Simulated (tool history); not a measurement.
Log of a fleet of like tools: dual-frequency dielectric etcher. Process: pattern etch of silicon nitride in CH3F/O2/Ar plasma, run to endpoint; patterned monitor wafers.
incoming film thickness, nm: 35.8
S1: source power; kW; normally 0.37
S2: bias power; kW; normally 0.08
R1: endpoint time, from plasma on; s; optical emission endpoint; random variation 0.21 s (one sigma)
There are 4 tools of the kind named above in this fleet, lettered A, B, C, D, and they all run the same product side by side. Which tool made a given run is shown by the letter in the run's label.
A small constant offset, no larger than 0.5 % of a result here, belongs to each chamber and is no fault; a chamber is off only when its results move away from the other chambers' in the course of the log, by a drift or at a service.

run 1B day=0.358 | S1=0.37 S2=0.08 | R1=51.196
run 2D day=0.654 | S1=0.37 S2=0.08 | R1=51.619
run 3A day=1.062 | S1=0.37 S2=0.08 | R1=51.552
run 4C day=1.467 | S1=0.37 S2=0.08 | R1=51.571
run 5B day=1.788 | S1=0.37 S2=0.08 | R1=51.438
-- day=2.121 chamber A: source power generator calibrated
run 6D day=2.283 | S1=0.37 S2=0.08 | R1=51.465
run 7A day=2.65 | S1=0.37 S2=0.08 | R1=51.429
run 8C day=3.075 | S1=0.37 S2=0.08 | R1=51.33
run 9D day=3.554 | S1=0.43 S2=0.08 | R1=48.43
run 10B day=3.883 | S1=0.43 S2=0.08 | R1=48.371
run 11C day=4.325 | S1=0.43 S2=0.08 | R1=48.609
run 12A day=4.788 | S1=0.43 S2=0.08 | R1=47.828
run 13A day=5.183 | S1=0.41 S2=0.09 | R1=47.264
run 14D day=5.454 | S1=0.41 S2=0.09 | R1=47.334
run 15B day=5.758 | S1=0.41 S2=0.09 | R1=47.333
run 16C day=6.083 | S1=0.41 S2=0.09 | R1=47.259
run 17C day=6.5 | S1=0.37 S2=0.08 | R1=51.668
run 18B day=6.792 | S1=0.37 S2=0.098 | R1=47.987
run 19A day=7.054 | S1=0.37 S2=0.098 | R1=47.891
run 20D day=7.346 | S1=0.37 S2=0.098 | R1=47.754
run 21B day=7.654 | S1=0.37 S2=0.098 | R1=47.859
run 22A day=8.15 | S1=0.42 S2=0.08 | R1=48.827
run 23C day=8.608 | S1=0.42 S2=0.08 | R1=49.246
-- day=8.725 chamber B: wet clean of the chamber
run 24D day=9.017 | S1=0.42 S2=0.08 | R1=49.027
run 25D day=9.279 | S1=0.42 S2=0.08 | R1=49.088
run 26B day=9.692 | S1=0.37 S2=0.08 | R1=53.165
run 27C day=10.112 | S1=0.37 S2=0.08 | R1=51.331
run 28A day=10.492 | S1=0.37 S2=0.08 | R1=50.825
run 29C day=10.733 | S1=0.37 S2=0.08 | R1=51.07
-- day=10.838 chamber C: bias power generator calibrated
run 30A day=11 | S1=0.37 S2=0.08 | R1=50.915
run 31B day=11.229 | S1=0.29 S2=0.089 | R1=55.37
-- day=11.238 chamber A: wet clean of the chamber
run 32D day=11.629 | S1=0.29 S2=0.089 | R1=53.951
run 33A day=11.929 | S1=0.29 S2=0.089 | R1=53.979
run 34B day=12.304 | S1=0.29 S2=0.089 | R1=55.648
run 35C day=12.662 | S1=0.37 S2=0.08 | R1=51.693
-- day=12.746 chamber D: wet clean of the chamber
run 36D day=13.083 | S1=0.37 S2=0.08 | R1=51.327
run 37C day=13.538 | S1=0.37 S2=0.08 | R1=51.246
run 38B day=13.938 | S1=0.37 S2=0.08 | R1=52.682
run 39D day=14.4 | S1=0.37 S2=0.08 | R1=51.172
run 40A day=14.688 | S1=0.37 S2=0.08 | R1=51.23
run 41A day=15.15 | S1=0.43 S2=0.069 | R1=51.111
run 42C day=15.446 | S1=0.43 S2=0.069 | R1=50.748
run 43B day=15.85 | S1=0.43 S2=0.069 | R1=52.52

Is one chamber out of step, is the gauge drifting, or do the chambers differ by no more than their own small offsets? For an off chamber, give its letter and the likeliest cause.

The work done on chamber B during a service left it standing apart from the others.
Likeliest cause: etch rate under this chamber's usual, % = 2.44.

Chamber B could run next with any of the 4 candidate recipes listed below; each alters the usual settings, and their results appear as question marks. Which one brings its results back in line with what the other chambers deliver on the usual settings?
Maximum distance from the other chambers' mean on the usual settings for a result to count as in line: R1 0.75 s
run 44B-1 day=16.212 | S1=0.4 S2=0.08 | R1=?
run 44B-2 day=16.212 | S1=0.37 S2=0.074 | R1=?
run 44B-3 day=16.212 | S1=0.32 S2=0.08 | R1=?
run 44B-4 day=16.212 | S1=0.4 S2=0.086 | R1=?

Mean of the other chambers on the usual settings: R1 51.323 s
run=44B-1 R1=51.125
run=44B-2 R1=54.074
run=44B-3 R1=55.573
run=44B-4 R1=49.853
44B-1 puts the chamber back in line with the other chambers.
